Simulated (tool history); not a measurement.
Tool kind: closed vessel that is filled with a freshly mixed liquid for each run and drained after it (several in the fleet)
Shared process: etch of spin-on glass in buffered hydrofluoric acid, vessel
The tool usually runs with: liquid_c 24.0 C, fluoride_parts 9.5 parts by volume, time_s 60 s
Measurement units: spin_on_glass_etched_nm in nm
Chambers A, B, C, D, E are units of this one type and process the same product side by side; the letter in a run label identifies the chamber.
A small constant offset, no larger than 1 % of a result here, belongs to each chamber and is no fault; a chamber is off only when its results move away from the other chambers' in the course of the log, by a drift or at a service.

run,hour,liquid_c,fluoride_parts,time_s,hours since the thermometer was replaced,hours since the hydrofluoric acid flow meter was replaced,"read-back film thickness of the spin-on glass reference wafer, read on the same gauge (nm)",spin_on_glass_etched_nm
1D,12.5,24.0,9.5,60,92.6,2056.1,39.978,174.230
2C,27.1,24.0,9.5,60,147.8,311.8,40.036,172.370
3B,40.2,24.0,9.5,60,423.7,458.4,40.009,174.220
4A,48.6,24.0,9.5,60,469.5,1327.5,40.000,172.000
5E,62.3,24.0,9.5,60,70.5,651.0,39.999,175.270
6E,75.6,24.0,9.5,60,83.8,664.3,39.980,171.760
7B,86.9,24.0,9.5,60,470.4,505.1,39.991,171.930
8D,98.8,24.0,9.5,60,178.9,2142.4,40.023,169.440
# hour 100.0: chamber D: hydrofluoric acid flow meter replaced
9C,106.6,24.0,9.5,60,227.3,391.3,39.998,169.130
10A,115.8,24.0,9.5,60,536.7,1394.7,40.020,170.540
11C,124.2,24.0,9.5,60,244.9,408.9,39.932,168.700
12D,136.2,24.0,13.0,90,216.3,36.2,40.028,194.400
13B,144.7,24.0,13.0,90,528.2,562.9,40.027,193.210
14A,158.6,24.0,13.0,90,579.5,1437.5,39.973,192.090
15E,172.0,24.0,13.0,90,180.2,760.7,40.030,192.340
# hour 172.7: chamber A: thermometer replaced
# hour 178.4: chamber B: thermometer replaced
16E,182.6,24.0,13.0,90,190.8,771.3,39.989,193.360
17B,189.6,24.0,9.5,60,11.2,607.8,39.978,172.630
18D,204.9,24.0,9.5,60,285.0,104.9,39.989,174.420
19A,219.9,24.0,9.5,60,47.2,1498.8,40.003,170.660
20C,233.6,24.0,9.5,60,354.3,518.3,40.043,169.000
21D,245.2,24.0,9.5,60,325.3,145.2,40.005,170.330
22A,252.1,24.0,9.5,60,79.4,1531.0,40.011,172.420
# hour 265.6: chamber B: hydrofluoric acid flow meter replaced
23E,266.6,20.5,9.5,75,274.8,855.3,40.032,178.020
24B,280.4,20.5,9.5,75,102.0,14.8,40.008,177.830
25C,292.9,20.5,9.5,75,413.6,577.6,40.025,170.100
26E,306.0,20.5,9.5,75,314.2,894.7,40.013,175.940
27D,313.0,20.5,9.5,75,393.1,213.0,39.984,177.700
28B,328.1,27.0,9.5,60,149.7,62.5,40.012,204.230
29A,341.7,27.0,9.5,60,169.0,1620.6,39.962,202.450
30C,351.7,27.0,9.5,60,472.4,636.4,40.040,193.990
31E,362.7,27.0,9.5,60,370.9,951.4,40.038,203.690
32D,372.2,27.0,9.5,60,452.3,272.2,39.976,204.630
33C,385.7,24.0,9.5,60,506.4,670.4,40.022,167.100
34B,395.2,24.0,9.5,60,216.8,129.6,39.996,173.730
35A,402.5,24.0,9.5,60,229.8,1681.4,40.000,170.950
36A,414.3,24.0,12.0,40,241.6,1693.2,39.965,93.220
37C,424.7,24.0,12.0,40,545.4,709.4,39.992,88.932
38E,437.6,24.0,12.0,40,445.8,1026.3,40.040,92.173
39B,445.8,24.0,12.0,40,267.4,180.2,39.983,93.182
40D,457.2,24.0,12.0,40,537.3,357.2,40.036,93.791
41B,470.1,24.0,9.5,60,291.7,204.5,40.021,173.320
42D,478.2,24.0,9.5,60,558.3,378.2,40.026,171.270
43C,484.9,24.0,9.5,60,605.6,769.6,39.991,163.760
44E,494.3,24.0,9.5,60,502.5,1083.0,39.979,170.600

Which is it: a chamber that has drifted or been left off by a service, a gauge drift common to all chambers, or only each chamber's usual small offset? If a chamber is off, name it and its likeliest cause.

It is chamber C that slowly wanders off from its peers.
Most likely cause: liquid colder than its thermometer reads (K) = 0.88.
The log may not tell that from: hydrofluoric acid flow below the setpoint (%).

Below are 4 candidate recipes for chamber C's next run, each the usual settings with a change, their results shown as question marks. Which of them brings C's results back in line with what the other chambers give on the usual settings?
In line here means within this much of the mean the other chambers give on the usual settings: spin_on_glass_etched_nm 5.200 nm
45C-1,505.3,24.5,9.0,60,,,,?
45C-2,505.3,24.0,9.0,65,,,,?
45C-3,505.3,23.5,10.0,60,,,,?
45C-4,505.3,22.0,9.5,60,,,,?

Usual-settings mean across the other chambers: spin_on_glass_etched_nm 172.010 nm
run,spin_on_glass_etched_nm
45C-1,174.220
45C-2,183.740
45C-3,154.550
45C-4,146.990
Change 45C-1 lands the chamber within the allowed miss of the other chambers.
